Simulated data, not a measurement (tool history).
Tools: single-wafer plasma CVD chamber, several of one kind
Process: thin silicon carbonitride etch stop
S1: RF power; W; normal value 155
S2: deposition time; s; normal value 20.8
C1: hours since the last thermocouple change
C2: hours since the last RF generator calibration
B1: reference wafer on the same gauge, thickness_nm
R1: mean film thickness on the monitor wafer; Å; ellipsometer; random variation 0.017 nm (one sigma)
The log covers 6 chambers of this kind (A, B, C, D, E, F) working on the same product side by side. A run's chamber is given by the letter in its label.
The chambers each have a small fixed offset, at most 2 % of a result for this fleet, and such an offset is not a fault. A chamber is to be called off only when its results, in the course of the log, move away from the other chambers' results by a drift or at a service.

At hour 5.6: chamber E: RF generator calibrated.
Run 1D, hour 10.4: usual settings; C1 1847.0; C2 348.5; B1 11.399. Result: R1 110.160 Å.
Run 2B, hour 23.1: usual settings; C1 720.1; C2 310.5; B1 11.398. Result: R1 109.550 Å.
At hour 31.8: chamber E: thermocouple changed; heater temperature recalibrated.
Run 3A, hour 36.2: usual settings; C1 1634.8; C2 1269.5; B1 11.393. Result: R1 110.750 Å.
Run 4F, hour 44.3: usual settings; C1 815.6; C2 484.7; B1 11.395. Result: R1 109.540 Å.
Run 5E, hour 53.9: usual settings; C1 22.2; C2 48.4; B1 11.391. Result: R1 109.730 Å.
Run 6C, hour 63.3: usual settings; C1 1899.2; C2 363.5; B1 11.385. Result: R1 111.530 Å.
Run 7A, hour 74.8: usual settings; C1 1673.4; C2 1308.1; B1 11.389. Result: R1 110.540 Å.
Run 8F, hour 87.4: usual settings; C1 858.7; C2 527.8; B1 11.382. Result: R1 109.550 Å.
Run 9B, hour 95.8: usual settings; C1 792.8; C2 383.2; B1 11.385. Result: R1 109.320 Å.
Run 10C, hour 111.9: usual settings; C1 1947.8; C2 412.1; B1 11.380. Result: R1 111.420 Å.
Run 11D, hour 126.7: usual settings but S1 165 W; C1 1963.3; C2 464.8; B1 11.375. Result: R1 111.960 Å.
Run 12E, hour 139.8: usual settings but S1 165 W; C1 108.1; C2 134.3; B1 11.378. Result: R1 111.840 Å.
Run 13B, hour 153.5: usual settings but S1 165 W; C1 850.5; C2 440.9; B1 11.374. Result: R1 111.180 Å.
Run 14D, hour 162.3: usual settings but S1 165 W; C1 1998.9; C2 500.4; B1 11.382. Result: R1 111.730 Å.
Run 15C, hour 172.6: usual settings but S1 165 W; C1 2008.5; C2 472.8; B1 11.373. Result: R1 113.420 Å.
Run 16E, hour 180.3: usual settings but S1 165 W; C1 148.6; C2 174.8; B1 11.370. Result: R1 111.720 Å.
Run 17F, hour 187.7: usual settings; C1 959.0; C2 628.1; B1 11.368. Result: R1 109.390 Å.
Run 18A, hour 202.4: usual settings; C1 1801.0; C2 1435.7; B1 11.370. Result: R1 110.180 Å.
Run 19E, hour 214.2: usual settings; C1 182.5; C2 208.7; B1 11.366. Result: R1 109.510 Å.
Run 20C, hour 225.8: usual settings; C1 2061.7; C2 526.0; B1 11.371. Result: R1 111.330 Å.
At hour 239.8: chamber C: thermocouple changed; heater temperature recalibrated.
Run 21A, hour 240.9: usual settings; C1 1839.5; C2 1474.2; B1 11.358. Result: R1 110.010 Å.
Run 22F, hour 251.4: usual settings; C1 1022.7; C2 691.8; B1 11.362. Result: R1 108.950 Å.
Run 23B, hour 265.0: usual settings; C1 962.0; C2 552.4; B1 11.357. Result: R1 108.950 Å.
Run 24D, hour 275.4: usual settings; C1 2112.0; C2 613.5; B1 11.356. Result: R1 109.330 Å.
Run 25B, hour 287.7: usual settings; C1 984.7; C2 575.1; B1 11.354. Result: R1 108.930 Å.
Run 26A, hour 302.7: usual settings; C1 1901.3; C2 1536.0; B1 11.354. Result: R1 110.120 Å.
At hour 303.3: chamber D: thermocouple changed; heater temperature recalibrated.
Run 27F, hour 310.5: usual settings; C1 1081.8; C2 750.9; B1 11.349. Result: R1 109.010 Å.
Run 28D, hour 320.7: usual settings; C1 17.4; C2 658.8; B1 11.351. Result: R1 109.480 Å.
Run 29E, hour 328.5: usual settings; C1 296.8; C2 323.0; B1 11.347. Result: R1 109.540 Å.
Run 30C, hour 340.2: usual settings; C1 100.4; C2 640.4; B1 11.348. Result: R1 111.150 Å.
Run 31B, hour 351.6: usual settings; C1 1048.6; C2 639.0; B1 11.345. Result: R1 108.990 Å.
Run 32F, hour 361.4: usual settings; C1 1132.7; C2 801.8; B1 11.345. Result: R1 109.020 Å.
Run 33C, hour 376.1: usual settings; C1 136.3; C2 676.3; B1 11.337. Result: R1 111.020 Å.
Run 34A, hour 389.3: usual settings but S1 145 W, S2 18.9 s; C1 1987.9; C2 1622.6; B1 11.344. Result: R1 98.091 Å.
Run 35D, hour 398.9: usual settings but S1 145 W, S2 18.9 s; C1 95.6; C2 737.0; B1 11.331. Result: R1 96.904 Å.
Run 36E, hour 412.5: usual settings but S1 145 W, S2 18.9 s; C1 380.8; C2 407.0; B1 11.329. Result: R1 97.268 Å.
Run 37C, hour 420.5: usual settings but S1 145 W, S2 18.9 s; C1 180.7; C2 720.7; B1 11.334. Result: R1 98.645 Å.
Run 38F, hour 431.8: usual settings but S1 145 W, S2 18.9 s; C1 1203.1; C2 872.2; B1 11.337. Result: R1 97.045 Å.
Run 39B, hour 447.5: usual settings but S1 145 W, S2 18.9 s; C1 1144.5; C2 734.9; B1 11.328. Result: R1 96.810 Å.
Run 40A, hour 457.5: usual settings; C1 2056.1; C2 1690.8; B1 11.333. Result: R1 109.750 Å.

Each of the 6 chambers runs these same settings next. Fill in every chamber's results:
Run 41A, hour 469.3: usual settings. Result: R1 ?.
Run 41B, hour 469.3: usual settings. Result: R1 ?.
Run 41C, hour 469.3: usual settings. Result: R1 ?.
Run 41D, hour 469.3: usual settings. Result: R1 ?.
Run 41E, hour 469.3: usual settings. Result: R1 ?.
Run 41F, hour 469.3: usual settings. Result: R1 ?.

run       R1
41A  109.620
41B  109.220
41C  111.070
41D  109.050
41E  108.900
41F  108.850
